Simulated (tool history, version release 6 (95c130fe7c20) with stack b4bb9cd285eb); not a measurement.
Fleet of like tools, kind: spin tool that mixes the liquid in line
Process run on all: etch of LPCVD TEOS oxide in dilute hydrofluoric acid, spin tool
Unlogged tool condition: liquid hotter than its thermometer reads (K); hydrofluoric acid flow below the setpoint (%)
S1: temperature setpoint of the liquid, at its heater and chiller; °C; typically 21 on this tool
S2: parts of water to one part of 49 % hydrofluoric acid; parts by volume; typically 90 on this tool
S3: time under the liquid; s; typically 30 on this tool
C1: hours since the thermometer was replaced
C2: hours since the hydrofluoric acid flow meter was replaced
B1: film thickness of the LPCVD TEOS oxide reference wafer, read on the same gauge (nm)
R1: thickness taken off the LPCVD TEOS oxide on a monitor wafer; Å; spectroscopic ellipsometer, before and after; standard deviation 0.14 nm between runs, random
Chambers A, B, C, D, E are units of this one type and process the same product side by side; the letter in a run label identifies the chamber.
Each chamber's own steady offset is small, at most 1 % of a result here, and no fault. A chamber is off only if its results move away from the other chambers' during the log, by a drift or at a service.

run   hour    S1   S2  S3      C1     C2      B1      R1
 1A    3.2    21   90  30   644.9  424.1  150.02  166.44
 2D      6    21   90  30  2374.1  359.6  150.01  162.11
 3B    9.7    21   90  30  1808.9    785  150.02   163.4
 4E   14.8    21   90  30   256.8  408.6  150.01  163.62
 5C   18.1    21   90  30     258  114.7  150.01  162.57
 6E   22.3    21   90  30   264.3  416.1  149.99  163.24
 7D   26.8  17.5   60  30  2394.9  380.4  150.02  215.59
 8A   29.3  17.5   60  30     671  450.2  149.99  220.46
 9C   32.3  17.5   60  30   272.2  128.9     150  219.15
10B   35.8  17.5   60  30    1835  811.1  150.05  220.58
11D   38.5  17.5   60  30  2406.6  392.1  149.99  214.46
12C   43.4    21   90  30   283.3    140  149.99  161.75
13B     46    21   90  30  1845.2  821.3  150.01  161.54
14A   51.1    21   90  30   692.8    472  150.01  164.09
15E   55.1    21   90  30   297.1  448.9  150.05  162.57
16E   59.3    21   90  30   301.3  453.1     150  163.95
17C   62.9    21   90  30   302.8  159.5  150.01  163.42
18B   66.5    21  115  30  1865.7  841.8     150  125.92
19D   69.7    21  115  30  2437.8  423.3  150.02  121.66
20A   74.4    21  115  30   716.1  495.3     150  124.92
21D     79    21  115  30  2447.1  432.6  149.99   123.3
22E   82.1    21  115  30   324.1  475.9  149.99  125.01
23C   85.5    21   90  30   325.4  182.1  149.99  164.07
24B   89.8    21   90  30    1889  865.1  150.03  163.35
25A   94.2    21   90  30   735.9  515.1  149.98  164.31
26E   99.1    21   90  30   341.1  492.9  150.01  160.79
27A  102.7    21   90  30   744.4  523.6  149.99  163.34
28D  107.3    21   90  30  2475.4  460.9  149.98  159.62
29B  112.5    21   90  30  1911.7  887.8     150  164.09
30C  115.3    21   90  30   355.2  211.9  150.01  165.05
31D  120.1    21   90  30  2488.2  473.7     150  161.42
32E  122.6    21   55  30   364.6  516.4  150.02  275.35
33A  126.9    21   55  30   768.6  547.8     150  283.14
34C    131    21   55  30   370.9  227.6     150  284.27
35B  134.4    21   55  30  1933.6  909.7  149.98  282.57
36E  138.1    21   55  30   380.1  531.9  149.97  276.28
37C  141.3    21   90  30   381.2  237.9  149.99  164.01
38D  145.7    21   90  30  2513.8  499.3  149.98  162.53
39B  149.3    21   90  30  1948.5  924.6  150.01  162.38
40A    152    21   90  30   793.7  572.9  149.98  164.46
41D  156.8    21   90  30  2524.9  510.4  149.96  161.18

Which is it: a chamber that has drifted or been left off by a service, a gauge drift common to all chambers, or only each chamber's usual small offset? If a chamber is off, name it and its likeliest cause.

All chambers stay in line apart from their small fixed offsets, and the gauge does not drift.
